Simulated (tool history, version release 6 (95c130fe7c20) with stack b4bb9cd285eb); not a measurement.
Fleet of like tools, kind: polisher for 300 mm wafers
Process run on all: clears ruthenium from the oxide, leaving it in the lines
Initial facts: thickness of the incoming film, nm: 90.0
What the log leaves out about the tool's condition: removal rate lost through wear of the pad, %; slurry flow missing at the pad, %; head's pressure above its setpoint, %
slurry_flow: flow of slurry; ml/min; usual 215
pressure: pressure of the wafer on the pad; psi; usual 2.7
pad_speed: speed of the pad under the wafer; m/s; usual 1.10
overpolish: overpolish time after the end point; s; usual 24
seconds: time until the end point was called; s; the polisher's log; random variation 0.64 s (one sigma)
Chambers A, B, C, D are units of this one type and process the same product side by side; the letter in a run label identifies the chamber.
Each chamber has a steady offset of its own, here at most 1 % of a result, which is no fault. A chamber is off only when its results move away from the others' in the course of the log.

run   hour  slurry_flow  pressure  pad_speed  overpolish  wafers polished on this pad  hours since the slurry nozzle was cleaned  hours since the head pressure was calibrated  seconds
 1A    6.6          215       2.7       1.10          24                          839                                       98.1                                         338.3   46.971
 2C   15.0          215       2.7       1.10          24                         1028                                      453.4                                         316.2   46.648
 3D   29.4          215       2.7       1.10          24                          597                                      473.4                                        1020.3   47.973
      39.3  -- chamber A: worn pad replaced by a new one
 4B   40.3          215       2.7       1.10          24                          546                                      592.6                                        1156.3   47.336
      40.6  -- chamber C: head pressure recalibrated
 5D   51.0          215       2.7       1.10          24                          835                                      495.0                                        1041.9   47.216
      58.3  -- chamber D: worn pad replaced by a new one
      59.4  -- chamber C: worn pad replaced by a new one
 6A   59.7          215       2.7       1.10          24                          226                                      151.2                                         391.4   46.571
 7C   70.6          215       2.7       1.10          24                          124                                      509.0                                          30.1   46.100
 8B   79.1          215       2.7       1.10          24                          974                                      631.4                                        1195.1   47.060
 9D   86.1          285       2.7       1.32          24                          307                                      530.1                                        1077.0   38.445
      91.0  -- chamber B: worn pad replaced by a new one
10B   93.0          285       2.7       1.32          24                           22                                      645.3                                        1209.0   37.555
11C  100.0          285       2.7       1.32          24                          448                                      538.4                                          59.5   38.052
     100.3  -- chamber D: slurry nozzle cleaned
12A  107.2          285       2.7       1.32          24                          750                                      198.7                                         438.9   38.327
13D  119.7          215       2.7       1.10          24                          678                                       19.4                                        1110.6   46.882
     122.6  -- chamber A: worn pad replaced by a new one
14C  132.6          215       2.7       1.10          24                          808                                      571.0                                          92.1   46.144
     136.4  -- chamber D: worn pad replaced by a new one
     139.5  -- chamber D: head pressure recalibrated
15A  139.8          215       2.7       1.10          24                          190                                      231.3                                         471.5   46.147
16B  150.0          215       2.7       1.10          24                          651                                      702.3                                        1266.0   47.506
     150.4  -- chamber A: slurry nozzle cleaned
     161.3  -- chamber B: slurry nozzle cleaned
17B  161.5          215       2.7       1.10          24                          778                                        0.3                                        1277.5   48.210
18C  168.6          215       2.7       1.10          24                         1206                                      607.0                                         128.1   46.375
19A  180.9          215       3.2       1.10          24                          643                                       30.6                                         512.6   39.951
     184.8  -- chamber C: slurry nozzle cleaned
20D  192.8          215       3.2       1.10          24                          623                                       92.5                                          53.3   39.744
     203.5  -- chamber C: worn pad replaced by a new one
     204.2  -- chamber B: worn pad replaced by a new one
21B  205.2          215       3.2       1.10          24                           11                                       44.0                                        1321.2   39.054
22D  216.9          215       3.2       1.10          24                          889                                      116.6                                          77.4   40.020
     220.5  -- chamber A: worn pad replaced by a new one
     224.9  -- chamber D: worn pad replaced by a new one
23A  226.7          215       2.7       1.10          24                           68                                       76.4                                         558.4   47.453
     230.6  -- chamber A: head pressure recalibrated
24C  234.3          215       2.7       1.10          24                          340                                       49.6                                         193.8   46.685
25A  248.0          215       2.7       1.10          24                          303                                       97.7                                          17.5   45.665
26C  254.5          215       2.7       1.10          24                          563                                       69.8                                         214.0   47.172
     260.2  -- chamber B: head pressure recalibrated
27D  261.0          215       2.7       1.10          24                          398                                      160.7                                         121.5   46.570
28B  269.3          215       2.7       0.74          24                          719                                      108.1                                           9.2   69.673
29D  277.2          215       2.7       0.74          24                          577                                      176.9                                         137.7   70.252
30B  286.9          215       2.7       0.74          24                          913                                      125.7                                          26.8   69.502
     290.9  -- chamber B: worn pad replaced by a new one
31C  299.1          215       2.7       0.74          24                         1055                                      114.4                                         258.6   71.630
32A  306.3          215       2.7       1.10          24                          947                                      156.0                                          75.8   47.149
     308.1  -- chamber A: worn pad replaced by a new one
33A  316.4          215       2.7       1.10          24                           92                                      166.1                                          85.9   46.390
     318.3  -- chamber D: worn pad replaced by a new one
34D  324.9          215       1.9       1.42          24                           73                                      224.6                                         185.4   52.102
     331.7  -- chamber C: worn pad replaced by a new one
35B  335.9          215       1.9       1.42          24                          497                                      174.7                                          75.8   50.624
36C  350.1          215       1.9       1.42          24                          203                                      165.4                                         309.6   51.184
37D  358.1          215       1.9       1.42          24                          440                                      257.8                                         218.6   52.337
38A  365.3          215       2.7       1.10          24                          631                                      215.0                                         134.8   46.771
39C  373.1          215       2.7       1.10          24                          457                                      188.4                                         332.6   46.913
40B  381.0          265       2.7       1.10          24                          994                                      219.8                                         120.9   45.972
     383.4  -- chamber B: worn pad replaced by a new one
41C  388.1          265       2.7       1.10          24                          623                                      203.4                                         347.6   44.839
     396.5  -- chamber D: worn pad replaced by a new one
42D  397.3          265       2.7       1.10          24                            9                                      297.0                                         257.8   45.400
     404.3  -- chamber A: slurry nozzle cleaned
43A  408.7          265       2.7       1.10          24                         1110                                        4.5                                         178.2   45.708
44B  418.3          215       2.7       1.10          24                          385                                      257.1                                         158.2   48.311

Has any chamber moved away from the others, gradually or after a service, or does the common gauge drift, or do the chambers differ only by their own small steady offsets? State the chamber and the most likely cause if one applies.

The fleet is healthy, with each chamber sitting at its usual small offset and no drift in the gauge.
